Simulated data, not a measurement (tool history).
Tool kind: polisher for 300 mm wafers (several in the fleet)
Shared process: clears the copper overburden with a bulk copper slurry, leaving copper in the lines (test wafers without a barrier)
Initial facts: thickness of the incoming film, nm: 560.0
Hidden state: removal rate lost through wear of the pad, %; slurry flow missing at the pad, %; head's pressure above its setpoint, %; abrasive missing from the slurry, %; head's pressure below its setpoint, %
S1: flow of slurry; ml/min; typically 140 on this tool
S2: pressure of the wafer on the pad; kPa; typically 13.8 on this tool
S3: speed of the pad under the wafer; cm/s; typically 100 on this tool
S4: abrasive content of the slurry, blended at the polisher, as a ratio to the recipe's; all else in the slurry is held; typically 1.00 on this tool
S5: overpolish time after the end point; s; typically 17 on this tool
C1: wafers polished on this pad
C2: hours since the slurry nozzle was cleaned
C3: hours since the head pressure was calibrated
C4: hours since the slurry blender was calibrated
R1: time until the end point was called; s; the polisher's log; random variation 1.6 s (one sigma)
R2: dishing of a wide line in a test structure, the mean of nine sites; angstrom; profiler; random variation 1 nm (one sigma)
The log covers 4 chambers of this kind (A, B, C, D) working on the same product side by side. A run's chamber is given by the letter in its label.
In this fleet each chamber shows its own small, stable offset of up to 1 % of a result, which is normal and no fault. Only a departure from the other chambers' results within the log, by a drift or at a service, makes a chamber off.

{"run": "1A", "hour": 3.5, "S1": 140, "S2": 13.8, "S3": 100, "S4": 1.0, "S5": 17, "C1": 880, "C2": 164.0, "C3": 211.7, "C4": 86.8, "R1": 83.976, "R2": 532.02}
{"hour": 6.4, "done": "chamber A: worn pad replaced by a new one"}
{"hour": 8.1, "done": "chamber D: slurry nozzle cleaned"}
{"run": "2D", "hour": 8.3, "S1": 140, "S2": 13.8, "S3": 100, "S4": 1.0, "S5": 17, "C1": 264, "C2": 0.3, "C3": 113.9, "C4": 155.6, "R1": 82.15, "R2": 529.44}
{"hour": 11.7, "done": "chamber B: worn pad replaced by a new one"}
{"run": "3C", "hour": 12.7, "S1": 140, "S2": 13.8, "S3": 100, "S4": 1.0, "S5": 17, "C1": 869, "C2": 252.6, "C3": 835.4, "C4": 459.1, "R1": 87.287, "R2": 523.39}
{"run": "4B", "hour": 17.9, "S1": 140, "S2": 13.8, "S3": 100, "S4": 1.0, "S5": 17, "C1": 54, "C2": 629.4, "C3": 85.0, "C4": 242.4, "R1": 85.497, "R2": 506.53}
{"run": "5D", "hour": 22.4, "S1": 140, "S2": 13.8, "S3": 100, "S4": 1.15, "S5": 17, "C1": 387, "C2": 14.4, "C3": 128.0, "C4": 169.7, "R1": 82.422, "R2": 535.51}
{"run": "6B", "hour": 28.5, "S1": 140, "S2": 13.8, "S3": 100, "S4": 1.15, "S5": 17, "C1": 147, "C2": 640.0, "C3": 95.6, "C4": 253.0, "R1": 82.504, "R2": 524.78}
{"run": "7C", "hour": 35.9, "S1": 140, "S2": 13.8, "S3": 100, "S4": 1.15, "S5": 17, "C1": 1072, "C2": 275.8, "C3": 858.6, "C4": 482.3, "R1": 84.348, "R2": 540.07}
{"hour": 42.7, "done": "chamber C: worn pad replaced by a new one"}
{"run": "8A", "hour": 43.1, "S1": 140, "S2": 13.8, "S3": 100, "S4": 1.15, "S5": 17, "C1": 320, "C2": 203.6, "C3": 251.3, "C4": 126.4, "R1": 79.757, "R2": 547.23}
{"run": "9A", "hour": 46.9, "S1": 140, "S2": 13.8, "S3": 74, "S4": 1.1, "S5": 17, "C1": 353, "C2": 207.4, "C3": 255.1, "C4": 130.2, "R1": 113.02, "R2": 455.07}
{"run": "10C", "hour": 53.9, "S1": 140, "S2": 13.8, "S3": 74, "S4": 1.1, "S5": 17, "C1": 98, "C2": 293.8, "C3": 876.6, "C4": 500.3, "R1": 113.62, "R2": 457.12}
{"run": "11B", "hour": 59.4, "S1": 140, "S2": 13.8, "S3": 74, "S4": 1.1, "S5": 17, "C1": 416, "C2": 670.9, "C3": 126.5, "C4": 283.9, "R1": 110.5, "R2": 446.15}
{"run": "12D", "hour": 62.7, "S1": 140, "S2": 13.8, "S3": 74, "S4": 1.1, "S5": 17, "C1": 739, "C2": 54.7, "C3": 168.3, "C4": 210.0, "R1": 114.22, "R2": 446.84}
{"run": "13A", "hour": 67.4, "S1": 140, "S2": 13.8, "S3": 100, "S4": 1.0, "S5": 17, "C1": 532, "C2": 227.9, "C3": 275.6, "C4": 150.7, "R1": 87.451, "R2": 542.51}
{"hour": 67.9, "done": "chamber B: slurry nozzle cleaned"}
{"hour": 68.7, "done": "chamber C: slurry blender recalibrated"}
{"run": "14D", "hour": 72.9, "S1": 140, "S2": 13.8, "S3": 100, "S4": 1.0, "S5": 17, "C1": 828, "C2": 64.9, "C3": 178.5, "C4": 220.2, "R1": 85.314, "R2": 511.74}
{"hour": 73.6, "done": "chamber D: slurry blender recalibrated"}
{"run": "15C", "hour": 79.0, "S1": 140, "S2": 13.8, "S3": 100, "S4": 1.0, "S5": 17, "C1": 317, "C2": 318.9, "C3": 901.7, "C4": 10.4, "R1": 83.517, "R2": 510.93}
{"run": "16B", "hour": 84.7, "S1": 140, "S2": 10.3, "S3": 100, "S4": 1.0, "S5": 24, "C1": 637, "C2": 16.8, "C3": 151.8, "C4": 309.2, "R1": 111.05, "R2": 524.03}
{"run": "17C", "hour": 89.7, "S1": 140, "S2": 10.3, "S3": 100, "S4": 1.0, "S5": 24, "C1": 410, "C2": 329.6, "C3": 912.4, "C4": 21.1, "R1": 115.85, "R2": 525.44}
{"run": "18B", "hour": 96.7, "S1": 140, "S2": 10.3, "S3": 100, "S4": 1.0, "S5": 24, "C1": 742, "C2": 28.8, "C3": 163.8, "C4": 321.2, "R1": 112.65, "R2": 516.9}
{"hour": 97.3, "done": "chamber A: head pressure recalibrated"}
{"run": "19A", "hour": 103.7, "S1": 140, "S2": 10.3, "S3": 100, "S4": 1.0, "S5": 24, "C1": 849, "C2": 264.2, "C3": 6.5, "C4": 187.0, "R1": 112.36, "R2": 524.04}
{"hour": 109.2, "done": "chamber B: slurry blender recalibrated"}
{"run": "20D", "hour": 110.0, "S1": 140, "S2": 13.8, "S3": 100, "S4": 1.0, "S5": 17, "C1": 1152, "C2": 102.0, "C3": 215.6, "C4": 36.5, "R1": 86.288, "R2": 521.83}
{"hour": 111.3, "done": "chamber A: worn pad replaced by a new one"}
{"run": "21D", "hour": 116.2, "S1": 140, "S2": 13.8, "S3": 100, "S4": 1.0, "S5": 17, "C1": 1206, "C2": 108.2, "C3": 221.8, "C4": 42.7, "R1": 85.805, "R2": 526.52}
{"hour": 120.8, "done": "chamber C: head pressure recalibrated"}
{"hour": 122.7, "done": "chamber D: worn pad replaced by a new one"}
{"run": "22A", "hour": 123.6, "S1": 140, "S2": 13.8, "S3": 100, "S4": 1.0, "S5": 17, "C1": 107, "C2": 284.1, "C3": 26.4, "C4": 206.9, "R1": 87.188, "R2": 535.52}
{"run": "23C", "hour": 127.1, "S1": 140, "S2": 13.8, "S3": 100, "S4": 1.0, "S5": 17, "C1": 737, "C2": 367.0, "C3": 6.3, "C4": 58.5, "R1": 81.659, "R2": 525.4}
{"hour": 131.2, "done": "chamber B: worn pad replaced by a new one"}
{"run": "24B", "hour": 131.7, "S1": 140, "S2": 13.8, "S3": 100, "S4": 1.0, "S5": 17, "C1": 4, "C2": 63.8, "C3": 198.8, "C4": 22.6, "R1": 86.761, "R2": 539.77}
{"run": "25B", "hour": 135.5, "S1": 140, "S2": 13.8, "S3": 100, "S4": 1.0, "S5": 17, "C1": 37, "C2": 67.6, "C3": 202.6, "C4": 26.4, "R1": 81.894, "R2": 546.27}
{"run": "26C", "hour": 141.2, "S1": 140, "S2": 13.8, "S3": 100, "S4": 1.0, "S5": 17, "C1": 860, "C2": 381.1, "C3": 20.4, "C4": 72.6, "R1": 89.094, "R2": 523.21}
{"hour": 147.0, "done": "chamber A: slurry blender recalibrated"}
{"run": "27A", "hour": 147.6, "S1": 140, "S2": 13.8, "S3": 100, "S4": 1.0, "S5": 17, "C1": 316, "C2": 308.1, "C3": 50.4, "C4": 0.6, "R1": 83.969, "R2": 517.54}
{"run": "28D", "hour": 152.6, "S1": 140, "S2": 13.8, "S3": 100, "S4": 1.0, "S5": 17, "C1": 261, "C2": 144.6, "C3": 258.2, "C4": 79.1, "R1": 85.119, "R2": 545.07}
{"run": "29B", "hour": 156.2, "S1": 140, "S2": 13.8, "S3": 100, "S4": 1.0, "S5": 17, "C1": 218, "C2": 88.3, "C3": 223.3, "C4": 47.1, "R1": 82.086, "R2": 543.57}
{"run": "30C", "hour": 163.0, "S1": 140, "S2": 13.8, "S3": 100, "S4": 1.0, "S5": 17, "C1": 1050, "C2": 402.9, "C3": 42.2, "C4": 94.4, "R1": 88.25, "R2": 538.04}
{"hour": 166.5, "done": "chamber C: worn pad replaced by a new one"}
{"run": "31A", "hour": 168.2, "S1": 140, "S2": 13.8, "S3": 100, "S4": 1.0, "S5": 17, "C1": 496, "C2": 328.7, "C3": 71.0, "C4": 21.2, "R1": 85.82, "R2": 524.95}
{"run": "32D", "hour": 172.8, "S1": 140, "S2": 13.8, "S3": 100, "S4": 1.0, "S5": 17, "C1": 437, "C2": 164.8, "C3": 278.4, "C4": 99.3, "R1": 83.771, "R2": 529.67}
{"run": "33C", "hour": 179.6, "S1": 140, "S2": 13.8, "S3": 100, "S4": 1.0, "S5": 17, "C1": 114, "C2": 419.5, "C3": 58.8, "C4": 111.0, "R1": 87.1, "R2": 533.66}
{"run": "34D", "hour": 185.0, "S1": 140, "S2": 13.8, "S3": 100, "S4": 1.0, "S5": 17, "C1": 544, "C2": 177.0, "C3": 290.6, "C4": 111.5, "R1": 86.309, "R2": 527.83}
{"run": "35B", "hour": 190.7, "S1": 140, "S2": 13.8, "S3": 100, "S4": 1.0, "S5": 17, "C1": 519, "C2": 122.8, "C3": 257.8, "C4": 81.6, "R1": 83.873, "R2": 522.6}
{"run": "36A", "hour": 194.9, "S1": 140, "S2": 13.8, "S3": 100, "S4": 1.0, "S5": 17, "C1": 729, "C2": 355.4, "C3": 97.7, "C4": 47.9, "R1": 87.241, "R2": 521.08}
{"run": "37B", "hour": 200.4, "S1": 140, "S2": 10.3, "S3": 100, "S4": 1.0, "S5": 22, "C1": 604, "C2": 132.5, "C3": 267.5, "C4": 91.3, "R1": 113.67, "R2": 510.51}
{"run": "38A", "hour": 207.2, "S1": 140, "S2": 10.3, "S3": 100, "S4": 1.0, "S5": 22, "C1": 836, "C2": 367.7, "C3": 110.0, "C4": 60.2, "R1": 114.64, "R2": 490.66}
{"run": "39D", "hour": 212.8, "S1": 140, "S2": 10.3, "S3": 100, "S4": 1.0, "S5": 22, "C1": 786, "C2": 204.8, "C3": 318.4, "C4": 139.3, "R1": 115.67, "R2": 503.05}
{"run": "40C", "hour": 216.3, "S1": 140, "S2": 10.3, "S3": 100, "S4": 1.0, "S5": 22, "C1": 434, "C2": 456.2, "C3": 95.5, "C4": 147.7, "R1": 111.21, "R2": 497.7}
{"run": "41B", "hour": 222.1, "S1": 140, "S2": 13.8, "S3": 100, "S4": 1.0, "S5": 17, "C1": 793, "C2": 154.2, "C3": 289.2, "C4": 113.0, "R1": 84.456, "R2": 537.16}

For the next run the whole fleet of 4 chambers uses the same settings. Give each chamber's results:
{"run": "42A", "hour": 227.4, "S1": 105, "S2": 13.8, "S3": 100, "S4": 1.0, "S5": 17, "R1": "?", "R2": "?"}
{"run": "42B", "hour": 227.4, "S1": 105, "S2": 13.8, "S3": 100, "S4": 1.0, "S5": 17, "R1": "?", "R2": "?"}
{"run": "42C", "hour": 227.4, "S1": 105, "S2": 13.8, "S3": 100, "S4": 1.0, "S5": 17, "R1": "?", "R2": "?"}
{"run": "42D", "hour": 227.4, "S1": 105, "S2": 13.8, "S3": 100, "S4": 1.0, "S5": 17, "R1": "?", "R2": "?"}

run=42A R1=89.682 R2=532.49
run=42B R1=89.573 R2=525.68
run=42C R1=95.048 R2=509.81
run=42D R1=92.041 R2=505.97
